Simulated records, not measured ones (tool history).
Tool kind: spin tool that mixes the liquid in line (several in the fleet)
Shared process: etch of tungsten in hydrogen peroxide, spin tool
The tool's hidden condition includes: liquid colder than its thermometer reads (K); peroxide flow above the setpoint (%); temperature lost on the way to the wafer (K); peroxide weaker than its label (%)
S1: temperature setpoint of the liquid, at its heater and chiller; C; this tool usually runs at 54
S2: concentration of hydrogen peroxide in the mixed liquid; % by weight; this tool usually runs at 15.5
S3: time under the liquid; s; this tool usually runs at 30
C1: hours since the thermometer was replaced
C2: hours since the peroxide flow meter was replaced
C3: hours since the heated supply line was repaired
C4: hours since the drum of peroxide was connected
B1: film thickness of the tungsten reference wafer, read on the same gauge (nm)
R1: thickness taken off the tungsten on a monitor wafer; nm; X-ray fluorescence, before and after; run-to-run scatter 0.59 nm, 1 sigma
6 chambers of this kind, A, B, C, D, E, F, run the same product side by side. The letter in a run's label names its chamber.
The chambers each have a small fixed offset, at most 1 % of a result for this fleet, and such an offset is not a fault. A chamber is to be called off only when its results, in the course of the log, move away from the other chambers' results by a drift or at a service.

run	hour	S1	S2	S3	C1	C2	C3	C4	B1	R1
1E	8.8	54	15.5	30	304.4	1849.3	3561.9	1160.7	80.048	76.9
2A	16.3	54	15.5	30	394.1	1182.9	1454.9	238.3	80.044	78.161
# hour 24.3: chamber D: thermometer replaced
3D	24.7	54	15.5	30	0.5	1770.6	2726.9	693.3	80.001	78.495
4B	31.7	54	15.5	30	135.2	443.9	1771.3	805.8	80.047	76.803
5F	43.1	54	15.5	30	873	1388.6	2417.6	767.8	79.972	75.96
6C	49.6	54	15.5	30	376.5	685.5	3215.8	678.3	79.998	79.189
7C	59.9	54	15.5	30	386.8	695.8	3226.1	688.6	79.995	78.234
8D	68.9	54	15.5	30	44.7	1814.8	2771.1	737.5	79.958	78.31
9E	76	54	13.5	30	371.6	1916.5	3629.1	1227.9	79.969	73.357
10B	87.2	54	13.5	30	190.7	499.4	1826.8	861.3	80.031	72.188
11F	98.6	54	13.5	30	928.5	1444.1	2473.1	823.3	80.017	72.521
12A	108.1	54	13.5	30	485.9	1274.7	1546.7	330.1	80.009	72.372
# hour 115.4: chamber F: thermometer replaced
13C	118.3	54	13.5	30	445.2	754.2	3284.5	747	80.027	73.638
14F	126.4	54	13.5	30	11.1	1471.9	2500.9	851.1	80.004	72.348
15A	132.7	54	15.5	30	510.5	1299.3	1571.3	354.7	79.982	79.425
16D	139	54	15.5	30	114.8	1884.9	2841.2	807.6	80.001	78.22
17E	144.1	54	15.5	30	439.7	1984.6	3697.2	1296	80.009	77.36
# hour 149.3: chamber D: new drum of peroxide connected
# hour 153.7: chamber E: new drum of peroxide connected
18B	154.4	54	15.5	20	257.9	566.6	1894	928.5	80	51.806
19D	162.3	54	15.5	20	138.1	1908.2	2864.5	13.1	79.95	51.965
20A	170.3	54	15.5	20	548.1	1336.9	1608.9	392.3	79.997	52.587
21B	181.8	54	15.5	20	285.3	594	1921.4	955.9	79.932	51.973
22C	189.1	54	15.5	20	516	825	3355.3	817.8	79.981	52.454
23F	194.5	54	15.5	20	79.2	1540	2569	919.2	79.992	51.229
24E	203.8	54	15.5	30	499.4	2044.3	3756.9	50.1	80.039	77.708
25B	213	54	15.5	30	316.5	625.2	1952.6	987.1	79.985	77.366
26D	220.6	54	15.5	30	196.4	1966.5	2922.8	71.4	80.011	77.101
27C	227.7	54	12.5	20	554.6	863.6	3393.9	856.4	80.014	47.238
28A	234.3	54	12.5	20	612.1	1400.9	1672.9	456.3	80.024	48.455
29F	242.2	54	12.5	20	126.9	1587.7	2616.7	966.9	80.032	46.258
30E	252.4	54	12.5	20	548	2092.9	3805.5	98.7	79.955	46.138
31C	260.9	54	12.5	20	587.8	896.8	3427.1	889.6	79.955	46.995
32B	269.7	54	12.5	20	373.2	681.9	2009.3	1043.8	79.956	46.867
# hour 272.2: chamber F: new drum of peroxide connected
33E	280.6	54	15.5	30	576.2	2121.1	3833.7	126.9	80.032	77.057
34F	286	54	15.5	30	170.7	1631.5	2660.5	13.9	79.963	78.24
35D	291.1	54	15.5	30	266.9	2037	2993.3	141.9	80.019	78.219
36A	298.8	54	15.5	30	676.6	1465.4	1737.4	520.8	79.995	80.191
# hour 302: chamber C: new drum of peroxide connected
37F	309.5	54	15.5	30	194.2	1655	2684	37.4	80.005	77.594
38C	319.6	54	15.5	30	646.5	955.5	3485.8	17.7	79.993	79.503
39B	325.1	54	15.5	30	428.6	737.3	2064.7	1099.2	80.019	77.773
40E	333.3	54	15.5	30	628.9	2173.8	3886.4	179.6	80.056	78.09
41A	338.8	48.5	15.5	15	716.6	1505.4	1777.4	560.8	79.974	29.151
42D	348.6	48.5	15.5	15	324.4	2094.5	3050.8	199.4	80.018	28.167
43F	353.6	48.5	15.5	15	238.3	1699.1	2728.1	81.5	80.026	28.351
44B	365.1	48.5	15.5	15	468.6	777.3	2104.7	1139.2	80.038	27.854

Decide between three cases: one chamber stands off from its peers, the gauge reading all wafers drifts, or nothing is wrong past each chamber's small offset. Where a chamber is off, say which and what most likely put it there.

One chamber, A, drifts off from the rest bit by bit.
What lies behind it: peroxide flow above the setpoint (%) = 11.
With only this log, it may be confused with: liquid hotter than its thermometer reads (K).

Below are 4 candidate recipes for chamber A's next run, each the usual settings with a change, their results shown as question marks. Which of them brings A's results back in line with what the other chambers give on the usual settings?
In line means no further than this from the other chambers' mean on the usual settings: R1 2.1 nm
45A-1	373.3	52.5	15.5	30						?
45A-2	373.3	55.5	15.5	30						?
45A-3	373.3	54	17	30						?
45A-4	373.3	53	15.5	30						?

What the other chambers average on the usual settings: R1 77.807 nm
run	R1
45A-1	74.485
45A-2	89.29
45A-3	85.45
45A-4	76.757
Change 45A-4 lands the chamber within the allowed miss of the other chambers.

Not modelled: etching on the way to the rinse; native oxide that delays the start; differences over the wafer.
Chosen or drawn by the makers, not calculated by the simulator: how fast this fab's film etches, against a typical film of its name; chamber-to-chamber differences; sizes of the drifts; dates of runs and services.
